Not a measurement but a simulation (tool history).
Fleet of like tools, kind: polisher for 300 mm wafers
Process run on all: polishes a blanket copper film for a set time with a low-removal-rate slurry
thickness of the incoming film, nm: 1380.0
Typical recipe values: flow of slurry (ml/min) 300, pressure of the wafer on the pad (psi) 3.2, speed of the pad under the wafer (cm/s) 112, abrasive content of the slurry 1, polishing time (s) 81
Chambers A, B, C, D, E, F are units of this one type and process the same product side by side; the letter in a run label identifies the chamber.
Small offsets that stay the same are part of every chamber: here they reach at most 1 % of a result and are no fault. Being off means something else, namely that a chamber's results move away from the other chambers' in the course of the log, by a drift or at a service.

| run | hour | flow of slurry (ml/min) | pressure of the wafer on the pad (psi) | speed of the pad under the wafer (cm/s) | abrasive content of the slurry | polishing time (s) | film removed (nm) |
|---|---|---|---|---|---|---|---|
| 1C | 4.4 | 300 | 3.2 | 112 | 1 | 81 | 336.63 |
| 2A | 8.5 | 300 | 3.2 | 112 | 1 | 81 | 341.52 |
| 3B | 12 | 300 | 3.2 | 112 | 1 | 81 | 343.6 |
| 4E | 14.8 | 300 | 3.2 | 112 | 1 | 81 | 338.34 |
| 5D | 19.4 | 300 | 3.2 | 112 | 1.25 | 95 | 418.99 |
| 6F | 23.9 | 300 | 3.2 | 112 | 1.25 | 95 | 417.53 |
|  | 24.1 | chamber C: slurry blender recalibrated |
|  | 27.4 | chamber C: worn pad replaced by a new one |
| 7A | 27.9 | 300 | 3.2 | 112 | 1.25 | 95 | 412.58 |
| 8F | 33.5 | 300 | 3.2 | 112 | 1.25 | 95 | 414.77 |
|  | 35.6 | chamber E: worn pad replaced by a new one |
| 9E | 36.3 | 300 | 3.2 | 112 | 1.25 | 95 | 416.88 |
| 10C | 39.8 | 300 | 3.2 | 112 | 1.25 | 95 | 421.88 |
| 11B | 44.5 | 300 | 3.2 | 112 | 1 | 81 | 342.28 |
|  | 46.5 | chamber F: worn pad replaced by a new one |
| 12D | 48 | 300 | 3.2 | 112 | 1 | 81 | 336.41 |
|  | 51.3 | chamber D: slurry blender recalibrated |
| 13B | 52.6 | 265 | 3.2 | 112 | 1.25 | 81 | 361.66 |
|  | 53 | chamber B: worn pad replaced by a new one |
|  | 53.4 | chamber B: head pressure recalibrated |
|  | 53.9 | chamber A: slurry blender recalibrated |
| 14E | 55.7 | 265 | 3.2 | 112 | 1.25 | 81 | 352.05 |
|  | 60.5 | chamber D: worn pad replaced by a new one |
| 15F | 61.4 | 265 | 3.2 | 112 | 1.25 | 81 | 350.75 |
| 16C | 64.8 | 265 | 3.2 | 112 | 1.25 | 81 | 362.56 |
| 17D | 69.5 | 265 | 3.2 | 112 | 1.25 | 81 | 349.72 |
| 18A | 73.3 | 265 | 3.2 | 112 | 1.25 | 81 | 345.41 |
| 19F | 76.3 | 300 | 3.2 | 112 | 1 | 81 | 343.66 |
| 20A | 79.5 | 300 | 3.2 | 112 | 1 | 81 | 340.08 |
|  | 81.6 | chamber E: worn pad replaced by a new one |
| 21B | 85.3 | 300 | 3.2 | 112 | 1 | 81 | 339.59 |
| 22C | 89.5 | 300 | 3.2 | 112 | 1 | 81 | 342.86 |
| 23E | 94.9 | 300 | 3.2 | 112 | 1 | 81 | 342.26 |
| 24D | 99.4 | 300 | 3.2 | 112 | 1 | 81 | 345.28 |
|  | 102.1 | chamber A: slurry nozzle cleaned |
|  | 102.4 | chamber A: worn pad replaced by a new one |
|  | 103.9 | chamber F: slurry nozzle cleaned |
| 25E | 104.5 | 300 | 3.2 | 112 | 1 | 81 | 343.17 |
| 26D | 110.2 | 300 | 3.2 | 112 | 1 | 81 | 334.33 |
|  | 115.2 | chamber F: slurry blender recalibrated |
| 27F | 115.7 | 300 | 3.2 | 112 | 1 | 81 | 335.48 |
| 28C | 119.1 | 300 | 3.2 | 112 | 1 | 81 | 347.64 |
| 29B | 122.1 | 300 | 3.2 | 112 | 1 | 81 | 321.29 |
|  | 122.8 | chamber F: worn pad replaced by a new one |
| 30A | 127.6 | 300 | 3.2 | 112 | 1 | 81 | 339.34 |
| 31E | 132.5 | 300 | 3.2 | 112 | 1 | 81 | 337.51 |
|  | 133.9 | chamber C: worn pad replaced by a new one |
| 32A | 136.4 | 300 | 3.2 | 112 | 1 | 81 | 340.09 |
| 33F | 139.4 | 300 | 3.2 | 112 | 1 | 81 | 334.66 |
| 34C | 143.9 | 300 | 3.2 | 112 | 1 | 81 | 337.36 |
|  | 145.3 | chamber B: worn pad replaced by a new one |
| 35D | 148 | 300 | 3.2 | 112 | 1 | 81 | 331.55 |
| 36B | 152.3 | 300 | 3.2 | 112 | 1 | 81 | 310.23 |
|  | 152.5 | chamber D: worn pad replaced by a new one |
| 37D | 157.7 | 300 | 3.2 | 112 | 1 | 81 | 339.76 |

Each of the 6 chambers runs these same settings next. Fill in every chamber's results:
| 38A | 161.8 | 300 | 3.2 | 112 | 1 | 81 | ? |
| 38B | 161.8 | 300 | 3.2 | 112 | 1 | 81 | ? |
| 38C | 161.8 | 300 | 3.2 | 112 | 1 | 81 | ? |
| 38D | 161.8 | 300 | 3.2 | 112 | 1 | 81 | ? |
| 38E | 161.8 | 300 | 3.2 | 112 | 1 | 81 | ? |
| 38F | 161.8 | 300 | 3.2 | 112 | 1 | 81 | ? |

| run | film removed (nm) |
|---|---|
| 38A | 341.58 |
| 38B | 314.38 |
| 38C | 344.88 |
| 38D | 338.19 |
| 38E | 338.62 |
| 38F | 335.22 |
